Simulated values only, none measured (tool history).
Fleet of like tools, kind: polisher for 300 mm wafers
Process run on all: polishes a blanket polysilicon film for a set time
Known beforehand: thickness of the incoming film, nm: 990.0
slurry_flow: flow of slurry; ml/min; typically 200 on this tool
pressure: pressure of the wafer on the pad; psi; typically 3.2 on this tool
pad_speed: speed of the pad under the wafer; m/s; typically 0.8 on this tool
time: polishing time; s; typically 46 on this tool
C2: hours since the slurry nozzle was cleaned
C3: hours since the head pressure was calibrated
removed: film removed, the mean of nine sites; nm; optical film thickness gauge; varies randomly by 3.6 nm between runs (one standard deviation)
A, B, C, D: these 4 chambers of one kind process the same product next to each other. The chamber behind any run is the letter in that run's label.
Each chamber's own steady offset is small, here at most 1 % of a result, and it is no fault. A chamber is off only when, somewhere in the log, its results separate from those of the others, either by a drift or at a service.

{"day": 0.204, "done": "chamber C: worn pad replaced by a new one"}
{"run": "1C", "day": 0.371, "slurry_flow": 200, "pressure": 3.2, "pad_speed": 0.8, "time": 46, "wafers polished on this pad": 70, "C2": 513.2, "C3": 845, "removed": 326.65}
{"run": "2D", "day": 0.65, "slurry_flow": 200, "pressure": 3.2, "pad_speed": 0.8, "time": 46, "wafers polished on this pad": 1267, "C2": 554.9, "C3": 541.2, "removed": 325.6}
{"day": 0.729, "done": "chamber D: worn pad replaced by a new one"}
{"day": 1.042, "done": "chamber A: head pressure recalibrated"}
{"run": "3A", "day": 1.071, "slurry_flow": 200, "pressure": 3.2, "pad_speed": 0.8, "time": 46, "wafers polished on this pad": 619, "C2": 337.5, "C3": 0.8, "removed": 325.29}
{"day": 1.175, "done": "chamber B: worn pad replaced by a new one"}
{"run": "4B", "day": 1.521, "slurry_flow": 200, "pressure": 3.2, "pad_speed": 0.8, "time": 46, "wafers polished on this pad": 145, "C2": 66.8, "C3": 92.5, "removed": 317.79}
{"day": 1.608, "done": "chamber A: worn pad replaced by a new one"}
{"run": "5A", "day": 1.85, "slurry_flow": 200, "pressure": 3.2, "pad_speed": 0.8, "time": 46, "wafers polished on this pad": 102, "C2": 356.2, "C3": 19.5, "removed": 318.42}
{"run": "6C", "day": 2.142, "slurry_flow": 200, "pressure": 3.2, "pad_speed": 0.8, "time": 46, "wafers polished on this pad": 812, "C2": 555.7, "C3": 887.5, "removed": 327.51}
{"day": 2.267, "done": "chamber C: worn pad replaced by a new one"}
{"run": "7B", "day": 2.667, "slurry_flow": 200, "pressure": 3.2, "pad_speed": 0.8, "time": 46, "wafers polished on this pad": 625, "C2": 94.3, "C3": 120, "removed": 322.4}
{"run": "8D", "day": 2.958, "slurry_flow": 200, "pressure": 3.2, "pad_speed": 0.8, "time": 46, "wafers polished on this pad": 935, "C2": 610.3, "C3": 596.6, "removed": 320.98}
{"day": 3.225, "done": "chamber B: worn pad replaced by a new one"}
{"run": "9B", "day": 3.471, "slurry_flow": 200, "pressure": 2.2, "pad_speed": 0.8, "time": 38, "wafers polished on this pad": 103, "C2": 113.6, "C3": 139.3, "removed": 181.54}
{"day": 3.642, "done": "chamber A: slurry nozzle cleaned"}
{"day": 3.779, "done": "chamber A: worn pad replaced by a new one"}
{"run": "10D", "day": 3.858, "slurry_flow": 200, "pressure": 2.2, "pad_speed": 0.8, "time": 38, "wafers polished on this pad": 1312, "C2": 631.9, "C3": 618.2, "removed": 185.76}
{"run": "11A", "day": 4.238, "slurry_flow": 200, "pressure": 2.2, "pad_speed": 0.8, "time": 38, "wafers polished on this pad": 192, "C2": 14.4, "C3": 76.8, "removed": 184.33}
{"day": 4.242, "done": "chamber D: worn pad replaced by a new one"}
{"day": 4.467, "done": "chamber C: worn pad replaced by a new one"}
{"run": "12C", "day": 4.596, "slurry_flow": 200, "pressure": 2.2, "pad_speed": 0.8, "time": 38, "wafers polished on this pad": 55, "C2": 614.6, "C3": 946.4, "removed": 184.17}
{"run": "13D", "day": 5.183, "slurry_flow": 200, "pressure": 3.2, "pad_speed": 0.8, "time": 46, "wafers polished on this pad": 394, "C2": 663.7, "C3": 650, "removed": 323.15}
{"day": 5.454, "done": "chamber B: worn pad replaced by a new one"}
{"run": "14C", "day": 5.696, "slurry_flow": 200, "pressure": 3.2, "pad_speed": 0.8, "time": 46, "wafers polished on this pad": 516, "C2": 641, "C3": 972.8, "removed": 325.59}
{"day": 6.067, "done": "chamber A: worn pad replaced by a new one"}
{"run": "15B", "day": 6.142, "slurry_flow": 200, "pressure": 3.2, "pad_speed": 0.8, "time": 46, "wafers polished on this pad": 289, "C2": 177.7, "C3": 203.4, "removed": 323.52}
{"day": 6.412, "done": "chamber C: worn pad replaced by a new one"}
{"run": "16A", "day": 6.596, "slurry_flow": 200, "pressure": 3.2, "pad_speed": 0.54, "time": 39, "wafers polished on this pad": 223, "C2": 71, "C3": 133.4, "removed": 190.35}
{"day": 6.817, "done": "chamber C: slurry nozzle cleaned"}
{"day": 7.138, "done": "chamber D: worn pad replaced by a new one"}
{"run": "17D", "day": 7.183, "slurry_flow": 200, "pressure": 3.2, "pad_speed": 0.54, "time": 39, "wafers polished on this pad": 20, "C2": 711.7, "C3": 698, "removed": 184.63}
{"run": "18B", "day": 7.488, "slurry_flow": 200, "pressure": 3.2, "pad_speed": 0.54, "time": 39, "wafers polished on this pad": 853, "C2": 210, "C3": 235.7, "removed": 185.34}
{"day": 7.562, "done": "chamber B: worn pad replaced by a new one"}
{"run": "19A", "day": 7.8, "slurry_flow": 200, "pressure": 3.2, "pad_speed": 0.54, "time": 39, "wafers polished on this pad": 728, "C2": 99.9, "C3": 162.3, "removed": 188.44}
{"day": 7.938, "done": "chamber A: worn pad replaced by a new one"}
{"run": "20C", "day": 8.154, "slurry_flow": 200, "pressure": 3.2, "pad_speed": 0.8, "time": 46, "wafers polished on this pad": 729, "C2": 32.1, "C3": 1031.8, "removed": 331.45}
{"run": "21D", "day": 8.617, "slurry_flow": 200, "pressure": 3.2, "pad_speed": 0.8, "time": 46, "wafers polished on this pad": 620, "C2": 746.1, "C3": 732.4, "removed": 322.38}
{"day": 8.654, "done": "chamber C: worn pad replaced by a new one"}
{"run": "22B", "day": 9.0, "slurry_flow": 200, "pressure": 3.2, "pad_speed": 0.8, "time": 46, "wafers polished on this pad": 603, "C2": 246.3, "C3": 272, "removed": 320.57}
{"run": "23C", "day": 9.596, "slurry_flow": 200, "pressure": 3.2, "pad_speed": 0.8, "time": 46, "wafers polished on this pad": 395, "C2": 66.7, "C3": 1066.4, "removed": 322.13}
{"day": 9.938, "done": "chamber C: head pressure recalibrated"}
{"day": 10.0, "done": "chamber B: worn pad replaced by a new one"}
{"day": 10.083, "done": "chamber A: worn pad replaced by a new one"}
{"run": "24A", "day": 10.183, "slurry_flow": 200, "pressure": 3.2, "pad_speed": 0.8, "time": 46, "wafers polished on this pad": 43, "C2": 157.1, "C3": 219.5, "removed": 323.13}
{"run": "25C", "day": 10.5, "slurry_flow": 165, "pressure": 3.2, "pad_speed": 0.8, "time": 46, "wafers polished on this pad": 774, "C2": 88.4, "C3": 13.6, "removed": 314.26}
{"run": "26B", "day": 10.883, "slurry_flow": 165, "pressure": 3.2, "pad_speed": 0.8, "time": 46, "wafers polished on this pad": 370, "C2": 291.5, "C3": 317.2, "removed": 320.69}

Predict what each chamber gives when all 4 of them run the settings below next.
{"run": "27A", "day": 11.317, "slurry_flow": 230, "pressure": 3.2, "pad_speed": 0.8, "time": 46, "removed": "?"}
{"run": "27B", "day": 11.317, "slurry_flow": 230, "pressure": 3.2, "pad_speed": 0.8, "time": 46, "removed": "?"}
{"run": "27C", "day": 11.317, "slurry_flow": 230, "pressure": 3.2, "pad_speed": 0.8, "time": 46, "removed": "?"}
{"run": "27D", "day": 11.317, "slurry_flow": 230, "pressure": 3.2, "pad_speed": 0.8, "time": 46, "removed": "?"}

run=27A removed=333.21
run=27B removed=329.5
run=27C removed=332.29
run=27D removed=328.39
